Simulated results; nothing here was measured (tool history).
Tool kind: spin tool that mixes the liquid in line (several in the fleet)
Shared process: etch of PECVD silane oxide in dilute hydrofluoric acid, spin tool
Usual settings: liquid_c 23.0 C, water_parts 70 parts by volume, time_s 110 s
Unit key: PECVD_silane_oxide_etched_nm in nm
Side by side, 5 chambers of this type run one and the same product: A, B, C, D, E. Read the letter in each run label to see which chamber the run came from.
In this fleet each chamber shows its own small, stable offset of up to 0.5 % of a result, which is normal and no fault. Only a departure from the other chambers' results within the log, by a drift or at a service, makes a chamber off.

| run | hour | liquid_c | water_parts | time_s | hours since the thermometer was replaced | hours since the hydrofluoric acid flow meter was replaced | read-back film thickness of the PECVD silane oxide reference wafer, read on the same gauge (nm) | PECVD_silane_oxide_etched_nm |
|---|---|---|---|---|---|---|---|---|
| 1E | 11.0 | 23.0 | 70 | 110 | 816.1 | 1238.8 | 79.997 | 28.785 |
| 2A | 20.6 | 23.0 | 70 | 110 | 736.9 | 232.0 | 80.021 | 28.680 |
| 3D | 34.2 | 23.0 | 70 | 110 | 1915.4 | 563.8 | 79.992 | 28.976 |
| 4C | 46.1 | 23.0 | 70 | 110 | 1224.9 | 1370.6 | 79.989 | 28.775 |
| 5B | 55.3 | 23.0 | 70 | 110 | 1464.2 | 441.4 | 80.004 | 28.599 |
| 6B | 69.8 | 23.0 | 70 | 110 | 1478.7 | 455.9 | 79.971 | 28.695 |
| 7E | 82.6 | 23.0 | 70 | 110 | 887.7 | 1310.4 | 79.990 | 29.051 |
| 8C | 93.1 | 23.0 | 70 | 170 | 1271.9 | 1417.6 | 79.996 | 44.492 |
| 9A | 105.2 | 23.0 | 70 | 170 | 821.5 | 316.6 | 80.012 | 44.370 |
| 10D | 120.0 | 23.0 | 70 | 170 | 2001.2 | 649.6 | 80.003 | 44.237 |
| 11A | 130.7 | 23.0 | 70 | 170 | 847.0 | 342.1 | 80.000 | 44.537 |
|  | 142.8 | chamber C: hydrofluoric acid flow meter replaced |
| 12D | 143.8 | 23.0 | 70 | 170 | 2025.0 | 673.4 | 79.992 | 44.350 |
|  | 149.5 | chamber D: thermometer replaced |
| 13B | 154.0 | 23.0 | 70 | 110 | 1562.9 | 540.1 | 80.004 | 28.464 |
| 14E | 164.3 | 23.0 | 70 | 110 | 969.4 | 1392.1 | 80.000 | 28.425 |
| 15C | 171.5 | 23.0 | 70 | 110 | 1350.3 | 28.7 | 79.990 | 28.571 |
| 16B | 182.7 | 25.5 | 105 | 110 | 1591.6 | 568.8 | 79.985 | 20.207 |
| 17C | 192.9 | 25.5 | 105 | 110 | 1371.7 | 50.1 | 79.987 | 20.285 |
| 18D | 204.2 | 25.5 | 105 | 110 | 54.7 | 733.8 | 79.992 | 20.221 |
| 19E | 210.7 | 25.5 | 105 | 110 | 1015.8 | 1438.5 | 80.008 | 20.241 |
| 20A | 220.2 | 25.5 | 105 | 110 | 936.5 | 431.6 | 80.005 | 20.399 |
| 21D | 231.5 | 23.0 | 70 | 110 | 82.0 | 761.1 | 79.991 | 28.746 |
| 22B | 245.0 | 23.0 | 70 | 110 | 1653.9 | 631.1 | 80.001 | 28.704 |
| 23E | 254.4 | 23.0 | 70 | 110 | 1059.5 | 1482.2 | 79.976 | 29.032 |
| 24C | 265.7 | 23.0 | 70 | 110 | 1444.5 | 122.9 | 79.989 | 28.663 |
| 25A | 280.4 | 23.0 | 70 | 110 | 996.7 | 491.8 | 80.003 | 28.772 |
| 26B | 295.3 | 20.0 | 70 | 50 | 1704.2 | 681.4 | 79.997 | 11.417 |
| 27A | 303.2 | 20.0 | 70 | 50 | 1019.5 | 514.6 | 79.971 | 11.590 |
| 28D | 314.6 | 20.0 | 70 | 50 | 165.1 | 844.2 | 80.019 | 11.474 |
| 29E | 323.3 | 20.0 | 70 | 50 | 1128.4 | 1551.1 | 80.010 | 11.478 |
| 30C | 335.7 | 20.0 | 70 | 50 | 1514.5 | 192.9 | 79.991 | 11.619 |
| 31C | 350.1 | 23.0 | 70 | 110 | 1528.9 | 207.3 | 79.999 | 28.916 |
| 32D | 357.6 | 23.0 | 70 | 110 | 208.1 | 887.2 | 79.996 | 28.901 |
| 33B | 367.9 | 23.0 | 70 | 110 | 1776.8 | 754.0 | 80.009 | 28.936 |
| 34A | 378.5 | 23.0 | 70 | 110 | 1094.8 | 589.9 | 80.008 | 28.891 |
| 35E | 392.5 | 23.0 | 70 | 110 | 1197.6 | 1620.3 | 79.998 | 28.719 |
| 36E | 400.2 | 23.0 | 70 | 110 | 1205.3 | 1628.0 | 79.989 | 29.003 |
| 37D | 408.1 | 23.0 | 70 | 110 | 258.6 | 937.7 | 79.993 | 28.784 |
| 38B | 419.3 | 23.0 | 70 | 110 | 1828.2 | 805.4 | 80.007 | 28.295 |
|  | 430.0 | chamber C: thermometer replaced |
| 39C | 431.6 | 23.0 | 70 | 110 | 1.7 | 288.8 | 79.995 | 28.684 |
| 40A | 446.3 | 23.0 | 70 | 110 | 1162.6 | 657.7 | 80.014 | 28.865 |
| 41C | 458.5 | 23.0 | 70 | 110 | 28.6 | 315.7 | 80.004 | 28.774 |
| 42E | 471.5 | 23.0 | 70 | 110 | 1276.6 | 1699.3 | 79.995 | 28.679 |

Each of the 5 chambers runs these same settings next. Fill in every chamber's results:
| 43A | 482.3 | 23.0 | 70 | 110 |  |  |  | ? |
| 43B | 482.3 | 23.0 | 70 | 110 |  |  |  | ? |
| 43C | 482.3 | 23.0 | 70 | 110 |  |  |  | ? |
| 43D | 482.3 | 23.0 | 70 | 110 |  |  |  | ? |
| 43E | 482.3 | 23.0 | 70 | 110 |  |  |  | ? |

| run | PECVD_silane_oxide_etched_nm |
|---|---|
| 43A | 28.840 |
| 43B | 28.847 |
| 43C | 28.935 |
| 43D | 28.780 |
| 43E | 28.808 |
